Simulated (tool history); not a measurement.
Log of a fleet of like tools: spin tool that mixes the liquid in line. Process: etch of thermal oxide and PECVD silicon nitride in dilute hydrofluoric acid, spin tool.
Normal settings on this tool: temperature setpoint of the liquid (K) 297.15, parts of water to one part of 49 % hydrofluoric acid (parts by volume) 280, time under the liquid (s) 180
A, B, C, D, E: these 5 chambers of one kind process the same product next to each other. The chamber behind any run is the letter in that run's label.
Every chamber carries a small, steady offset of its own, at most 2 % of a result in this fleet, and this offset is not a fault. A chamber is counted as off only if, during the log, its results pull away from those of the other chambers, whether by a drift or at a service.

| run | day | temperature setpoint of the liquid (K) | parts of water to one part of 49 % hydrofluoric acid (parts by volume) | time under the liquid (s) | read-back film thickness of the thermal oxide reference wafer, read on the same gauge (nm) | read-back film thickness of the PECVD silicon nitride reference wafer, read on the same gauge (nm) | thickness taken off the thermal oxide on a monitor wafer (nm) | thickness taken off the PECVD silicon nitride on a monitor wafer (nm) |
|---|---|---|---|---|---|---|---|---|
| 1B | 0.471 | 297.15 | 280 | 180 | 70.018 | 140.04 | 2.4476 | 1.9371 |
| 2A | 0.871 | 297.15 | 280 | 180 | 69.984 | 139.98 | 2.5406 | 1.9869 |
| 3E | 1.429 | 297.15 | 280 | 180 | 70.002 | 140.02 | 2.5136 | 1.9637 |
| 4D | 1.875 | 297.15 | 280 | 180 | 69.984 | 139.97 | 2.5148 | 1.9731 |
|  | 2.046 | chamber C: thermometer replaced |
| 5C | 2.375 | 297.15 | 280 | 180 | 69.998 | 140.01 | 2.4232 | 1.9296 |
| 6C | 2.883 | 297.15 | 280 | 180 | 69.983 | 140 | 2.5015 | 1.9575 |
| 7A | 3.217 | 297.15 | 280 | 180 | 69.995 | 140.02 | 2.4529 | 2.0008 |
| 8B | 3.6 | 297.15 | 280 | 180 | 70.01 | 140.02 | 2.4938 | 1.9823 |
| 9D | 3.883 | 297.15 | 280 | 180 | 69.997 | 139.99 | 2.569 | 2.0006 |
| 10E | 4.146 | 297.15 | 280 | 180 | 69.97 | 139.99 | 2.5127 | 1.969 |
| 11C | 4.683 | 297.15 | 195 | 225 | 70.004 | 140.05 | 4.8173 | 3.4884 |
| 12A | 5.233 | 297.15 | 195 | 225 | 70.01 | 139.99 | 4.9037 | 3.5829 |
| 13E | 5.7 | 297.15 | 195 | 225 | 69.96 | 139.98 | 4.7234 | 3.4964 |
| 14D | 6.225 | 297.15 | 195 | 225 | 70.027 | 140.01 | 4.8673 | 3.4312 |
| 15B | 6.521 | 297.15 | 195 | 225 | 69.989 | 140.02 | 4.8353 | 3.5516 |
|  | 6.596 | chamber B: thermometer replaced |
| 16A | 7.008 | 293.65 | 360 | 180 | 70.001 | 140.01 | 1.5943 | 1.2147 |
| 17C | 7.512 | 293.65 | 360 | 180 | 70.002 | 139.99 | 1.5605 | 1.2177 |
| 18D | 7.85 | 293.65 | 360 | 180 | 70.003 | 140.02 | 1.6468 | 1.2516 |
| 19E | 8.179 | 293.65 | 360 | 180 | 70.014 | 139.99 | 1.5571 | 1.2242 |
| 20B | 8.483 | 293.65 | 360 | 180 | 70.035 | 140.02 | 1.5607 | 1.2349 |
| 21B | 9 | 297.15 | 280 | 180 | 69.984 | 140.02 | 2.415 | 1.9471 |
| 22A | 9.521 | 297.15 | 280 | 180 | 69.999 | 140.01 | 2.5566 | 1.9958 |
| 23D | 9.867 | 297.15 | 280 | 180 | 69.996 | 140 | 2.5464 | 1.9566 |
| 24E | 10.167 | 297.15 | 280 | 180 | 70 | 140.03 | 2.48 | 1.953 |
| 25C | 10.488 | 297.15 | 280 | 180 | 69.992 | 139.96 | 2.4734 | 1.914 |
| 26D | 10.796 | 297.15 | 280 | 180 | 70.002 | 140.03 | 2.5924 | 1.9498 |
| 27E | 11.183 | 297.15 | 280 | 180 | 70.038 | 140.01 | 2.4403 | 1.9467 |
| 28A | 11.521 | 297.15 | 280 | 180 | 69.993 | 140.04 | 2.4893 | 1.935 |
|  | 11.925 | chamber A: thermometer replaced |
| 29B | 12.033 | 297.15 | 280 | 180 | 69.996 | 140 | 2.443 | 1.9636 |
|  | 12.296 | chamber A: hydrofluoric acid flow meter replaced |
| 30C | 12.492 | 297.15 | 280 | 180 | 69.993 | 140 | 2.4853 | 1.9579 |
| 31D | 13 | 297.15 | 280 | 180 | 69.985 | 139.99 | 2.5658 | 1.9714 |
| 32E | 13.575 | 297.15 | 280 | 180 | 69.996 | 140 | 2.4446 | 1.9739 |
| 33B | 14.092 | 300.15 | 155 | 180 | 69.996 | 139.97 | 5.8228 | 4.2184 |
| 34A | 14.371 | 300.15 | 155 | 180 | 70.007 | 139.98 | 5.8312 | 4.3492 |

Read the log: is a single chamber off, either drifting away or since a service, is the gauge that measures every chamber drifting, or is nothing wrong beyond small per-chamber offsets? Name any odd chamber and what most likely caused it.

The fleet is healthy, with each chamber sitting at its usual small offset and no drift in the gauge.
